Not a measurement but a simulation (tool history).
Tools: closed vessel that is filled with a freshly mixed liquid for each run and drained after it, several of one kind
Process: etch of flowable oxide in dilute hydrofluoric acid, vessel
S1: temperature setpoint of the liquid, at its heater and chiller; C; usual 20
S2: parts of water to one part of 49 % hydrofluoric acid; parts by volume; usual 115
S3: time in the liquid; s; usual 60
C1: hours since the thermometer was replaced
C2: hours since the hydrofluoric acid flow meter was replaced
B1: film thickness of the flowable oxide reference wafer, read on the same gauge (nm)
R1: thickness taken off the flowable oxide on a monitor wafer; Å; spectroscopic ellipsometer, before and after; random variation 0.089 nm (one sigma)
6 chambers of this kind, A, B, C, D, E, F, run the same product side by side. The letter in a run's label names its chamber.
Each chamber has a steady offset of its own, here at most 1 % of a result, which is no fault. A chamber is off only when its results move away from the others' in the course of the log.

run	hour	S1	S2	S3	C1	C2	B1	R1
1B	1.9	20	115	60	206.6	304.9	49.995	261.18
2E	5.0	20	115	60	849.5	701.7	49.992	257.47
3C	8.0	20	115	60	39.7	314.2	49.956	260.85
4A	11.6	20	115	60	759.8	723.2	49.989	258.76
5F	13.7	20	115	60	662.6	652.9	50.008	260.34
6D	17.2	20	115	60	765.7	1129.7	49.996	261.54
7A	20.4	20	115	60	768.6	732.0	50.001	261.14
8F	23.8	20	115	60	672.7	663.0	49.986	259.82
9D	27.2	20	115	60	775.7	1139.7	50.009	261.42
10C	29.4	20	115	60	61.1	335.6	49.997	260.55
11B	31.4	20	115	60	236.1	334.4	49.963	261.11
12E	34.0	20	115	60	878.5	730.7	50.019	258.26
13E	37.4	20	115	60	881.9	734.1	49.997	258.80
14C	39.4	20	115	60	71.1	345.6	50.019	261.64
15D	41.3	20	115	60	789.8	1153.8	49.985	260.15
16F	44.0	20	115	60	692.9	683.2	49.998	261.40
17A	47.4	20	115	60	795.6	759.0	49.971	259.43
18B	49.3	20	115	60	254.0	352.3	50.024	261.07
19B	51.2	20	115	60	255.9	354.2	50.015	260.40
20E	53.4	17	165	60	897.9	750.1	50.006	151.84
21C	55.3	17	165	60	87.0	361.5	49.987	154.14
22D	59.4	17	165	60	807.9	1171.9	50.004	153.83
23A	62.8	17	165	60	811.0	774.4	49.990	153.28
24F	65.8	17	165	60	714.7	705.0	49.997	155.11
25E	69.0	17	165	60	913.5	765.7	50.006	152.02
# hour 73.0: chamber A: thermometer replaced
26F	73.3	20	115	60	722.2	712.5	50.038	266.12
27A	76.9	20	115	60	4.0	788.5	50.013	260.02
28B	81.2	20	115	60	285.9	384.2	50.018	260.19
29C	85.5	20	115	60	117.2	391.7	50.019	261.03
30D	87.5	20	115	60	836.0	1200.0	49.976	260.80
31A	91.2	20	155	75	18.3	802.8	50.022	231.85
32C	93.1	20	155	75	124.8	399.3	49.998	232.16
33D	96.3	20	155	75	844.8	1208.8	49.966	233.67
34B	98.5	20	155	75	303.2	401.5	50.000	230.51
35F	100.8	20	155	75	749.7	740.0	50.005	237.85
36E	103.9	20	155	75	948.4	800.6	50.027	229.62
37C	107.4	20	115	60	139.1	413.6	49.994	261.45
38A	110.8	20	115	60	37.9	822.4	49.995	260.26
39E	112.8	20	115	60	957.3	809.5	49.966	257.24
40D	116.6	20	115	60	865.1	1229.1	50.002	260.76
41F	119.4	20	145	35	768.3	758.6	49.979	120.40
42B	122.8	20	145	35	327.5	425.8	49.994	116.33
43A	125.0	20	145	35	52.1	836.6	49.989	116.60

Is one chamber off against the others, does the gauge drift, or is nothing wrong? If a chamber is off, say which, and what the likeliest cause is.

Chamber F drifts away from the others.
Cause: liquid hotter than its thermometer reads (K) = 1.17.
The log may not tell that from: hydrofluoric acid flow above the setpoint (%).

Here are 4 candidates for chamber F's next run, each the usual settings with a change, their results left as question marks. Which one brings its results back in line with what the others give on the usual settings?
In line means no further than this from the other chambers' mean on the usual settings: R1 3.10 Å
44F-1	128.1	19.5	115	60				?
44F-2	128.1	20.5	115	60				?
44F-3	128.1	20.0	120	60				?
44F-4	128.1	20.0	110	60				?

The other chambers' mean on the usual settings: R1 260.20 Å
run	R1
44F-1	267.15
44F-2	277.89
44F-3	259.62
44F-4	286.53
44F-3 brings the chamber back in line.
